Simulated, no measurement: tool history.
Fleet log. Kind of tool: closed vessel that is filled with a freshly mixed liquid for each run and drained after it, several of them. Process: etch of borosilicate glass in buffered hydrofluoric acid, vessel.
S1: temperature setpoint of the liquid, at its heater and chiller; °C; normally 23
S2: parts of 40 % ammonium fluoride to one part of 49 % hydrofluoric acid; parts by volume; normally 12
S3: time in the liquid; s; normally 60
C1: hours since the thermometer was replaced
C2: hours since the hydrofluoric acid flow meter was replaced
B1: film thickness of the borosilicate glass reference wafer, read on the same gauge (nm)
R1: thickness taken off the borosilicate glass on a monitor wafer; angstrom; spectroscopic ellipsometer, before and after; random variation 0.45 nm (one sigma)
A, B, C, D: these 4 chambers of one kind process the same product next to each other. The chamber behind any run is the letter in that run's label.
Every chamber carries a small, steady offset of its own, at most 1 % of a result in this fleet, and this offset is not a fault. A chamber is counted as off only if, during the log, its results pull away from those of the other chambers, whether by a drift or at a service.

run,hour,S1,S2,S3,C1,C2,B1,R1
1D,15.3,23,12,60,864,1000.1,139.97,587.17
# hour 16.4: chamber C: thermometer replaced
2C,29,23,12,60,12.7,273.3,139.97,588.06
3B,39.5,23,12,60,374.2,962.3,140.01,588.55
4A,54.2,23,12,60,506.7,1579.3,140.01,584.71
5D,62,23,12,60,910.7,1046.8,139.99,601.32
6C,69.5,23,12,60,53.2,313.8,139.99,587.49
7B,78.7,23,12,60,413.4,1001.5,140.05,604.39
8A,91.1,23,12,60,543.6,1616.2,139.99,581.94
# hour 104.3: chamber A: hydrofluoric acid flow meter replaced
9D,106.8,23,12,60,955.5,1091.6,140.02,598.52
10B,116,20,12,50,450.7,1038.8,139.99,424.62
11C,128.7,20,12,50,112.4,373,140.01,417.9
12A,138.9,20,12,50,591.4,34.6,140.03,411.31
13A,155.1,20,12,50,607.6,50.8,140,415.11
14B,167.4,23,12,60,502.1,1090.2,139.98,606.29
15C,182.4,23,12,60,166.1,426.7,139.99,591.57
16D,193.9,24.5,9,60,1042.6,1178.7,140.02,820.13
17A,203.5,24.5,9,60,656,99.2,140.02,813.28
18D,212.1,24.5,9,60,1060.8,1196.9,139.99,814.64
19B,223.4,24.5,9,60,558.1,1146.2,140.02,863.6
20C,237.8,23,12,60,221.5,482.1,140.02,578.98
21A,247.7,23,12,60,700.2,143.4,140.01,584.05
22B,258.1,23,12,60,592.8,1180.9,140,614.22
23C,267.9,23,12,60,251.6,512.2,140.01,593.95
24D,275.1,23,12,60,1123.8,1259.9,140,595.18
25B,290.4,23,12,60,625.1,1213.2,140.02,621.59
26C,299.7,23,12,60,283.4,544,140,588.2
27D,314.5,23,12,60,1163.2,1299.3,139.99,595.42
28A,330.2,23,12,30,782.7,225.9,140,294.68
# hour 342.7: chamber B: thermometer replaced
29D,343.6,23,12,30,1192.3,1328.4,140.06,291.71
30C,352.3,23,12,30,336,596.6,140.01,294.9
31B,367.5,23,12,30,24.8,1290.3,140.03,318.73
32A,383.7,23,12,60,836.2,279.4,140.01,586.58
33B,399.5,23,12,60,56.8,1322.3,140,632.95
34C,412,23,12,60,395.7,656.3,140,590.12
35D,423.8,23,12,60,1272.5,1408.6,139.97,600.05
36A,438,19.5,16,60,890.5,333.7,140.01,368.95
37B,450.8,19.5,16,60,108.1,1373.6,139.99,396.21
38A,462.9,19.5,16,60,915.4,358.6,140,365.87
39D,470.1,19.5,16,60,1318.8,1454.9,140.02,375.01

For the next run the whole fleet of 4 chambers uses the same settings. Give each chamber's results:
40A,481.8,26.5,12,60,,,,?
40B,481.8,26.5,12,60,,,,?
40C,481.8,26.5,12,60,,,,?
40D,481.8,26.5,12,60,,,,?

run,R1
40A,705.48
40B,789.76
40C,710.33
40D,718.07
